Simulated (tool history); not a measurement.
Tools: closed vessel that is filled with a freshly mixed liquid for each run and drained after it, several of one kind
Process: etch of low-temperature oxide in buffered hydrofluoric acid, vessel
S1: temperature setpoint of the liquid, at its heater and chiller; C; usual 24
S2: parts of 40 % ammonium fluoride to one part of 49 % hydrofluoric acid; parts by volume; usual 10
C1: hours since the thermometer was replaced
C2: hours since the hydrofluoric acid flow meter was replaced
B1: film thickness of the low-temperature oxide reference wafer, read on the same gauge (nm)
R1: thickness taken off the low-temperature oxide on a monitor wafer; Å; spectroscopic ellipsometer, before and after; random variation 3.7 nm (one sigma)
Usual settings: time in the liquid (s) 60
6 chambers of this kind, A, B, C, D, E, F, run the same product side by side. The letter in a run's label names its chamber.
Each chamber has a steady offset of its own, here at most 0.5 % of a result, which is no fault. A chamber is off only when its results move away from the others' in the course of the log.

Run 1F, hour 6.3: usual settings; C1 1083.1; C2 616.8; B1 70.009. Result: R1 4002.5 Å.
Run 2B, hour 15.5: usual settings; C1 135.7; C2 182.7; B1 70.011. Result: R1 3976.8 Å.
Run 3A, hour 20.2: usual settings; C1 1207.5; C2 270.5; B1 69.984. Result: R1 3908.3 Å.
Run 4D, hour 30.6: usual settings; C1 1071; C2 947.8; B1 70.017. Result: R1 4037.4 Å.
Run 5C, hour 35.8: usual settings; C1 290.7; C2 1168.7; B1 70.018. Result: R1 3936.2 Å.
Run 6E, hour 46.5: usual settings but S1 20 C; C1 473.2; C2 751.7; B1 69.993. Result: R1 3180.6 Å.
Run 7A, hour 55.1: usual settings but S1 20 C; C1 1242.4; C2 305.4; B1 69.98. Result: R1 3139.2 Å.
Run 8D, hour 60.3: usual settings but S1 20 C; C1 1100.7; C2 977.5; B1 70.005. Result: R1 3223.2 Å.
Run 9C, hour 68.7: usual settings but S1 20 C; C1 323.6; C2 1201.6; B1 69.958. Result: R1 3222.8 Å.
Run 10B, hour 73.9: usual settings but S1 20 C; C1 194.1; C2 241.1; B1 70.019. Result: R1 3120 Å.
Run 11E, hour 83.2: usual settings but S1 20 C; C1 509.9; C2 788.4; B1 69.988. Result: R1 3160.6 Å.
Run 12F, hour 88.1: usual settings; C1 1164.9; C2 698.6; B1 69.982. Result: R1 3961.6 Å.
Run 13F, hour 94.9: usual settings; C1 1171.7; C2 705.4; B1 70.006. Result: R1 3975.8 Å.
Run 14A, hour 100.3: usual settings; C1 1287.6; C2 350.6; B1 70.013. Result: R1 3957.8 Å.
Run 15C, hour 108.7: usual settings; C1 363.6; C2 1241.6; B1 70.009. Result: R1 3986.2 Å.
Run 16E, hour 116.5: usual settings; C1 543.2; C2 821.7; B1 70.018. Result: R1 4031.3 Å.
Run 17B, hour 124.5: usual settings; C1 244.7; C2 291.7; B1 70.002. Result: R1 3906.1 Å.
Run 18D, hour 133.7: usual settings; C1 1174.1; C2 1050.9; B1 69.986. Result: R1 3975.5 Å.
Run 19F, hour 143.5: usual settings but S1 29 C, time in the liquid (s) 30; C1 1220.3; C2 754; B1 70.015. Result: R1 2615.9 Å.
Run 20E, hour 153.5: usual settings but S1 29 C, time in the liquid (s) 30; C1 580.2; C2 858.7; B1 70.002. Result: R1 2546.7 Å.
Run 21A, hour 158.9: usual settings but S1 29 C, time in the liquid (s) 30; C1 1346.2; C2 409.2; B1 70.019. Result: R1 2563.9 Å.
Run 22B, hour 167.1: usual settings but S1 29 C, time in the liquid (s) 30; C1 287.3; C2 334.3; B1 69.985. Result: R1 2597.3 Å.
Run 23C, hour 174.3: usual settings but S1 29 C, time in the liquid (s) 30; C1 429.2; C2 1307.2; B1 70.002. Result: R1 2614.3 Å.
Run 24D, hour 184.3: usual settings but S1 29 C, time in the liquid (s) 30; C1 1224.7; C2 1101.5; B1 69.987. Result: R1 2644.2 Å.
Run 25E, hour 191.7: usual settings; C1 618.4; C2 896.9; B1 69.986. Result: R1 3818.5 Å.
Run 26C, hour 201.7: usual settings; C1 456.6; C2 1334.6; B1 69.997. Result: R1 3981.7 Å.
Run 27D, hour 210.4: usual settings; C1 1250.8; C2 1127.6; B1 69.979. Result: R1 4044.3 Å.
Run 28F, hour 217.8: usual settings; C1 1294.6; C2 828.3; B1 69.974. Result: R1 4031 Å.
Run 29B, hour 222.6: usual settings; C1 342.8; C2 389.8; B1 69.97. Result: R1 3966.2 Å.
Run 30A, hour 232.2: usual settings; C1 1419.5; C2 482.5; B1 69.957. Result: R1 3923.4 Å.
Run 31A, hour 242.4: usual settings; C1 1429.7; C2 492.7; B1 70.001. Result: R1 3963.1 Å.
Run 32C, hour 252.4: usual settings; C1 507.3; C2 1385.3; B1 70.001. Result: R1 4022.8 Å.
Run 33E, hour 257.4: usual settings; C1 684.1; C2 962.6; B1 70.008. Result: R1 3757.4 Å.
Run 34D, hour 267.6: usual settings; C1 1308; C2 1184.8; B1 70.024. Result: R1 4114.6 Å.
At hour 268.7: chamber B: hydrofluoric acid flow meter replaced.
Run 35B, hour 276.6: usual settings; C1 396.8; C2 8; B1 70.009. Result: R1 3942.4 Å.
Run 36F, hour 281.4: usual settings but S2 11.5 parts by volume, time in the liquid (s) 75; C1 1358.2; C2 891.9; B1 69.977. Result: R1 4337.5 Å.
Run 37C, hour 288.9: usual settings but S2 11.5 parts by volume, time in the liquid (s) 75; C1 543.8; C2 1421.8; B1 69.981. Result: R1 4308.7 Å.
Run 38B, hour 293.7: usual settings but S2 11.5 parts by volume, time in the liquid (s) 75; C1 413.9; C2 25.1; B1 70.014. Result: R1 4311.8 Å.
Run 39D, hour 304: usual settings but S2 11.5 parts by volume, time in the liquid (s) 75; C1 1344.4; C2 1221.2; B1 70.005. Result: R1 4344.7 Å.
Run 40F, hour 309.3: usual settings but S2 11.5 parts by volume, time in the liquid (s) 75; C1 1386.1; C2 919.8; B1 70.031. Result: R1 4352.5 Å.

Next, every chamber runs the same settings. What will each give?
Run 41A, hour 317.1: usual settings but S1 28 C. Result: R1 ?.
Run 41B, hour 317.1: usual settings but S1 28 C. Result: R1 ?.
Run 41C, hour 317.1: usual settings but S1 28 C. Result: R1 ?.
Run 41D, hour 317.1: usual settings but S1 28 C. Result: R1 ?.
Run 41E, hour 317.1: usual settings but S1 28 C. Result: R1 ?.
Run 41F, hour 317.1: usual settings but S1 28 C. Result: R1 ?.

run      R1
41A  4913.2
41B  4920.3
41C  4944.1
41D  5029.3
41E  4564.5
41F  4985.1
